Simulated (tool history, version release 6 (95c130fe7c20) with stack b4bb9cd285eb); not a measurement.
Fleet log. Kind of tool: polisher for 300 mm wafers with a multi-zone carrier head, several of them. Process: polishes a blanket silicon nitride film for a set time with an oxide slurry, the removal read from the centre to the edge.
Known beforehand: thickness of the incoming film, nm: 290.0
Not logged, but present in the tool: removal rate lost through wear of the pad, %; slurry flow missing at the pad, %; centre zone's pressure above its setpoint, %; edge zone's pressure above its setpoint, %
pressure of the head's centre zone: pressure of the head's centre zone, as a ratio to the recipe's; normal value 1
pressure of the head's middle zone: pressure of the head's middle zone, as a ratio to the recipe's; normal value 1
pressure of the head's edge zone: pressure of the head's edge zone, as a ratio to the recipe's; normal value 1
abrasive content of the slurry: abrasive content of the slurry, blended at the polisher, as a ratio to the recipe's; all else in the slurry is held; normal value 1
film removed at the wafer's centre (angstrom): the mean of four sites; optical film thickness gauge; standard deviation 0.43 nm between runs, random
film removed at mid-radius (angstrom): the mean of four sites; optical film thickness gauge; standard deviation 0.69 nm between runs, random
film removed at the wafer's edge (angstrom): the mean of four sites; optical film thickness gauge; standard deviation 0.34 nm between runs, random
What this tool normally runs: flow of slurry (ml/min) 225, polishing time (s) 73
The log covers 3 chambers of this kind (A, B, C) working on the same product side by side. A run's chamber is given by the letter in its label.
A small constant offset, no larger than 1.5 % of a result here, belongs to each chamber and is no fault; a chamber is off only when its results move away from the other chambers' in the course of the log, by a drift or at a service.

run    day  flow of slurry (ml/min)  pressure of the head's centre zone  pressure of the head's middle zone  pressure of the head's edge zone  abrasive content of the slurry  polishing time (s)  wafers polished on this pad  hours since the slurry nozzle was cleaned  hours since the centre zone pressure was calibrated  hours since the edge zone pressure was calibrated  film removed at the wafer's centre (angstrom)  film removed at mid-radius (angstrom)  film removed at the wafer's edge (angstrom)
 1A  0.133                      225                                   1                                   1                                 1                               1                  73                          521                                      122.8                                                112.4                                              175.2                                         467.88                                 471.43                                       459.43
 2C  0.346                      225                                   1                                   1                                 1                               1                  73                          563                                       85.5                                                904.5                                              243.8                                         465.42                                 455.99                                       458.87
     0.375  -- chamber A: worn pad replaced by a new one
     0.554  -- chamber C: worn pad replaced by a new one
 3B  0.588                      225                                   1                                   1                                 1                               1                  73                          650                                      370.5                                                764.2                                              105.5                                         469.99                                  462.4                                       462.33
 4C  0.867                      225                                   1                                   1                                 1                               1                  73                           83                                         98                                                  917                                              256.3                                         465.18                                 465.37                                       458.91
 5A  1.138                      225                                   1                                   1                                 1                               1                  73                          203                                      146.9                                                136.5                                              199.3                                         470.67                                 477.26                                       465.31
 6B  1.408                      225                                   1                                1.05                                 1                               1                  73                          868                                      390.2                                                783.9                                              125.2                                          463.6                                 480.68                                       455.36
 7A  1.667                      225                                   1                                1.05                                 1                               1                  73                          343                                      159.6                                                149.2                                                212                                         467.78                                 493.77                                       460.71
     1.754  -- chamber B: worn pad replaced by a new one
 8C  1.925                      225                                   1                                1.05                                 1                               1                  73                          364                                      123.4                                                942.4                                              281.7                                         465.83                                  476.4                                       456.37
 9B  2.054                      225                                   1                                   1                                 1                               1                  73                           80                                      405.7                                                799.4                                              140.7                                         463.21                                 467.52                                        462.8
10C  2.183                      225                                   1                                   1                                 1                               1                  73                          432                                      129.6                                                948.6                                              287.9                                         458.54                                 461.52                                       458.12
     2.371  -- chamber A: worn pad replaced by a new one
11B  2.375                      225                                   1                                0.91                                 1                               1                  73                          165                                      413.4                                                807.1                                              148.4                                          462.1                                 410.55                                       456.83
12A  2.567                      225                                   1                                0.91                                 1                               1                  73                           52                                      181.2                                                170.8                                              233.6                                         464.31                                 431.89                                       460.88
13A  2.758                      225                                   1                                0.91                                 1                               1                  73                          103                                      185.8                                                175.4                                              238.2                                         466.07                                 426.73                                       461.44
14C  2.917                      225                                   1                                   1                                 1                               1                  73                          627                                      147.2                                                966.2                                              305.5                                         461.55                                 471.53                                        452.7
     2.971  -- chamber C: worn pad replaced by a new one
15B  3.108                      225                                   1                                   1                                 1                               1                  73                          360                                        431                                                824.7                                                166                                         456.53                                 444.73                                       458.29
16A  3.346                      225                                   1                                   1                              0.96                            0.85                  73                          259                                      199.9                                                189.5                                              252.3                                         434.34                                 440.93                                       419.68
17C  3.612                      225                                   1                                   1                              0.96                            0.85                  73                          170                                      163.9                                                982.9                                              322.2                                         429.54                                 414.99                                       411.28
18B  3.858                      225                                   1                                   1                              0.96                            0.85                  73                          559                                        449                                                842.7                                                184                                         429.51                                 421.23                                       418.75
19A  4.046                      225                                   1                                   1                                 1                               1                  73                          445                                      216.7                                                206.3                                              269.1                                          470.9                                 459.48                                       461.37
20B  4.208                      225                                   1                                   1                                 1                               1                  73                          652                                      457.4                                                851.1                                              192.4                                         462.89                                 463.69                                       465.22
21C  4.362                      225                                   1                                   1                                 1                               1                  73                          369                                      181.9                                               1000.9                                              340.2                                         461.46                                 462.09                                        457.5
     4.417  -- chamber A: worn pad replaced by a new one
22C  4.525                      225                                   1                                   1                                 1                               1                  73                          412                                      185.8                                               1004.8                                              344.1                                         467.23                                 466.12                                       455.79
23A  4.646                      225                                   1                                   1                                 1                               1                  73                           61                                      231.1                                                220.7                                              283.5                                         470.92                                 467.46                                       464.49
24B  4.867                      225                                   1                                   1                                 1                               1                  73                          827                                      473.2                                                866.9                                              208.2                                         462.96                                 467.71                                       455.33

Next, all 3 chambers run the settings below, one line each with question marks for the results. What does each chamber give?
25A  5.071                      225                                   1                                   1                                 1                               1                  73                                                                                                                                                                                                                              ?                                      ?                                            ?
25B  5.071                      225                                   1                                   1                                 1                               1                  73                                                                                                                                                                                                                              ?                                      ?                                            ?
25C  5.071                      225                                   1                                   1                                 1                               1                  73                                                                                                                                                                                                                              ?                                      ?                                            ?

run  film removed at the wafer's centre (angstrom)  film removed at mid-radius (angstrom)  film removed at the wafer's edge (angstrom)
25A                                         466.28                                 471.18                                       459.35
25B                                          465.2                                 464.56                                       461.66
25C                                         459.54                                 463.49                                        453.8

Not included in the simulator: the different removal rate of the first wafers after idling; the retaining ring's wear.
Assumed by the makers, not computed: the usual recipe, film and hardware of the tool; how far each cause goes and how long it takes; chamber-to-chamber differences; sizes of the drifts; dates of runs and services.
